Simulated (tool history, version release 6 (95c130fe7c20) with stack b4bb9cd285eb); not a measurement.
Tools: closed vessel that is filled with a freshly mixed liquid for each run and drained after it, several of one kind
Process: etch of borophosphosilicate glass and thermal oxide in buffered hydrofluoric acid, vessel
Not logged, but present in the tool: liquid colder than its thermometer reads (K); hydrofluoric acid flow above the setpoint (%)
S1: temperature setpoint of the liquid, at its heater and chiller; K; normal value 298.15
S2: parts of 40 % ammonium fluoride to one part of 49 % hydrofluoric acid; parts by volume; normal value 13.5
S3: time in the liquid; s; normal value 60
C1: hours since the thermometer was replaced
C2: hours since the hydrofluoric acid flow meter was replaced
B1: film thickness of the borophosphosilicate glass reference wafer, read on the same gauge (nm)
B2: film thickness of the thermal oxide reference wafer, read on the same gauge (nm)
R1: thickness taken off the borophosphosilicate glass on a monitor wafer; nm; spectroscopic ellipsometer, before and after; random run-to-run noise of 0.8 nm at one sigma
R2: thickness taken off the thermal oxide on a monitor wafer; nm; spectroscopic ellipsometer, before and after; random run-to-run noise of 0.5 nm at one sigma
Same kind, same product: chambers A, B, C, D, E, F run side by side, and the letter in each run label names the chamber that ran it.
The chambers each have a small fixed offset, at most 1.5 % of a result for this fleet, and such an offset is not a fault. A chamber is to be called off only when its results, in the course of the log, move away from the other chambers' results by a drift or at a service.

| run | day | S1 | S2 | S3 | C1 | C2 | B1 | B2 | R1 | R2 |
|---|---|---|---|---|---|---|---|---|---|---|
| 1D | 0.258 | 298.15 | 13.5 | 60 | 1249.2 | 1518.3 | 140 | 130.02 | 90.057 | 55.954 |
| 2A | 0.538 | 298.15 | 13.5 | 60 | 777.5 | 48.2 | 140.03 | 130 | 89.271 | 55.24 |
| 3C | 0.904 | 298.15 | 13.5 | 60 | 1213.4 | 596.8 | 140.01 | 129.99 | 90.027 | 55.181 |
| 4E | 1.317 | 298.15 | 13.5 | 60 | 50.4 | 942.7 | 140 | 130.01 | 90.17 | 55.637 |
| 5B | 1.521 | 298.15 | 13.5 | 60 | 1307.7 | 317.7 | 140.01 | 130.03 | 87.471 | 55.613 |
| 6F | 1.954 | 298.15 | 13.5 | 60 | 1788.4 | 129.9 | 140 | 129.99 | 88.37 | 55.824 |
| 7B | 2.338 | 298.15 | 13.5 | 60 | 1327.3 | 337.3 | 139.99 | 130.03 | 87.248 | 55.762 |
| 8A | 2.533 | 302.65 | 13.5 | 60 | 825.4 | 96.1 | 139.98 | 129.98 | 112.39 | 69.633 |
| 9F | 2.846 | 302.65 | 13.5 | 60 | 1809.8 | 151.3 | 139.98 | 130 | 112.33 | 70.512 |
| 10D | 3.25 | 302.65 | 13.5 | 60 | 1321 | 1590.1 | 139.98 | 130 | 115.11 | 70.457 |
| 11C | 3.65 | 302.65 | 13.5 | 60 | 1279.3 | 662.7 | 139.99 | 129.99 | 113.48 | 69.828 |
| 12E | 3.975 | 302.65 | 13.5 | 60 | 114.2 | 1006.5 | 139.98 | 129.98 | 111.92 | 70.621 |
| 13B | 4.358 | 302.65 | 13.5 | 60 | 1375.8 | 385.8 | 140.01 | 129.98 | 110.08 | 71.242 |
| 14A | 4.708 | 298.15 | 13.5 | 60 | 877.6 | 148.3 | 140.01 | 130.01 | 88.268 | 54.871 |
| 15C | 4.954 | 298.15 | 13.5 | 60 | 1310.6 | 694 | 140.01 | 130.02 | 90.494 | 55.206 |
|  | 5.179 | chamber E: hydrofluoric acid flow meter replaced |
| 16E | 5.342 | 298.15 | 13.5 | 60 | 147 | 3.9 | 140 | 130.02 | 88.245 | 55.542 |
| 17F | 5.725 | 298.15 | 13.5 | 60 | 1878.9 | 220.4 | 139.98 | 129.99 | 88.433 | 55.332 |
| 18D | 6.15 | 298.15 | 13.5 | 60 | 1390.6 | 1659.7 | 139.99 | 130.01 | 88.506 | 55.674 |
| 19A | 6.575 | 298.15 | 13.5 | 60 | 922.4 | 193.1 | 139.98 | 130 | 88.524 | 54.863 |
| 20E | 6.775 | 298.15 | 13.5 | 60 | 181.4 | 38.3 | 140.01 | 130 | 88.346 | 54.752 |
| 21B | 7.025 | 298.15 | 13.5 | 60 | 1439.8 | 449.8 | 140.01 | 130.02 | 86.664 | 54.24 |
| 22C | 7.258 | 298.15 | 13.5 | 60 | 1365.9 | 749.3 | 139.99 | 129.99 | 88.436 | 55.015 |
| 23D | 7.462 | 298.15 | 13.5 | 60 | 1422.1 | 1691.2 | 140 | 129.98 | 89.243 | 55.22 |
| 24F | 7.704 | 298.15 | 13.5 | 60 | 1926.4 | 267.9 | 140.01 | 129.99 | 88.017 | 55.376 |
| 25E | 8.096 | 298.15 | 13.5 | 60 | 213.1 | 70 | 140.01 | 130 | 89.407 | 55.165 |
| 26D | 8.467 | 298.15 | 13.5 | 60 | 1446.2 | 1715.3 | 140 | 130.01 | 89.781 | 54.887 |
| 27C | 8.862 | 298.15 | 13.5 | 60 | 1404.4 | 787.8 | 139.99 | 129.99 | 88.8 | 55.075 |
| 28F | 9.279 | 298.15 | 17.5 | 60 | 1964.2 | 305.7 | 139.99 | 129.99 | 68.243 | 42.449 |
| 29A | 9.512 | 298.15 | 17.5 | 60 | 992.9 | 263.6 | 139.99 | 129.97 | 68.139 | 42.107 |
| 30B | 9.942 | 298.15 | 17.5 | 60 | 1509.8 | 519.8 | 140 | 129.97 | 68.01 | 43.053 |
| 31D | 10.317 | 298.15 | 17.5 | 60 | 1490.6 | 1759.7 | 140 | 129.98 | 68.011 | 42.77 |
| 32C | 10.546 | 298.15 | 17.5 | 60 | 1444.8 | 828.2 | 139.99 | 129.97 | 69.637 | 42.661 |
| 33A | 10.95 | 298.15 | 17.5 | 60 | 1027.4 | 298.1 | 140.01 | 129.99 | 67.957 | 42.782 |
| 34F | 11.158 | 298.15 | 13.5 | 60 | 2009.3 | 350.8 | 140.01 | 130 | 87.374 | 55.445 |
| 35E | 11.379 | 298.15 | 13.5 | 60 | 291.9 | 148.8 | 140 | 129.99 | 87.684 | 55.807 |
| 36B | 11.8 | 298.15 | 13.5 | 60 | 1554.4 | 564.4 | 140 | 129.99 | 87.125 | 55.227 |
| 37C | 12.062 | 298.15 | 13.5 | 60 | 1481.2 | 864.6 | 140 | 130 | 89.998 | 55.05 |
| 38F | 12.438 | 298.15 | 13.5 | 60 | 2040 | 381.5 | 140.01 | 130.01 | 88.394 | 55.229 |
| 39E | 12.871 | 298.15 | 13.5 | 60 | 327.7 | 184.6 | 140.01 | 130.02 | 88.732 | 54.417 |
| 40B | 13.104 | 298.15 | 13.5 | 60 | 1585.7 | 595.7 | 139.99 | 130.01 | 86.359 | 54.274 |
|  | 13.192 | chamber D: thermometer replaced |
| 41A | 13.479 | 298.15 | 13.5 | 60 | 1088.1 | 358.8 | 139.99 | 129.99 | 88.379 | 54.447 |
| 42D | 13.808 | 298.15 | 13.5 | 60 | 14.8 | 1843.5 | 140 | 130.02 | 89.333 | 55.596 |
| 43F | 14.242 | 298.15 | 13.5 | 60 | 2083.3 | 424.8 | 140.01 | 130.01 | 88.444 | 55.391 |
| 44D | 14.492 | 298.15 | 13.5 | 60 | 31.2 | 1859.9 | 139.99 | 130.02 | 89.79 | 55.375 |

Next, every chamber runs the same settings. What will each give?
| 45A | 14.804 | 298.15 | 17.5 | 60 |  |  |  |  | ? | ? |
| 45B | 14.804 | 298.15 | 17.5 | 60 |  |  |  |  | ? | ? |
| 45C | 14.804 | 298.15 | 17.5 | 60 |  |  |  |  | ? | ? |
| 45D | 14.804 | 298.15 | 17.5 | 60 |  |  |  |  | ? | ? |
| 45E | 14.804 | 298.15 | 17.5 | 60 |  |  |  |  | ? | ? |
| 45F | 14.804 | 298.15 | 17.5 | 60 |  |  |  |  | ? | ? |

| run | R1 | R2 |
|---|---|---|
| 45A | 69.055 | 42.307 |
| 45B | 68.113 | 43.07 |
| 45C | 69.068 | 42.801 |
| 45D | 68.726 | 43.391 |
| 45E | 69.09 | 42.99 |
| 45F | 68.499 | 43.414 |
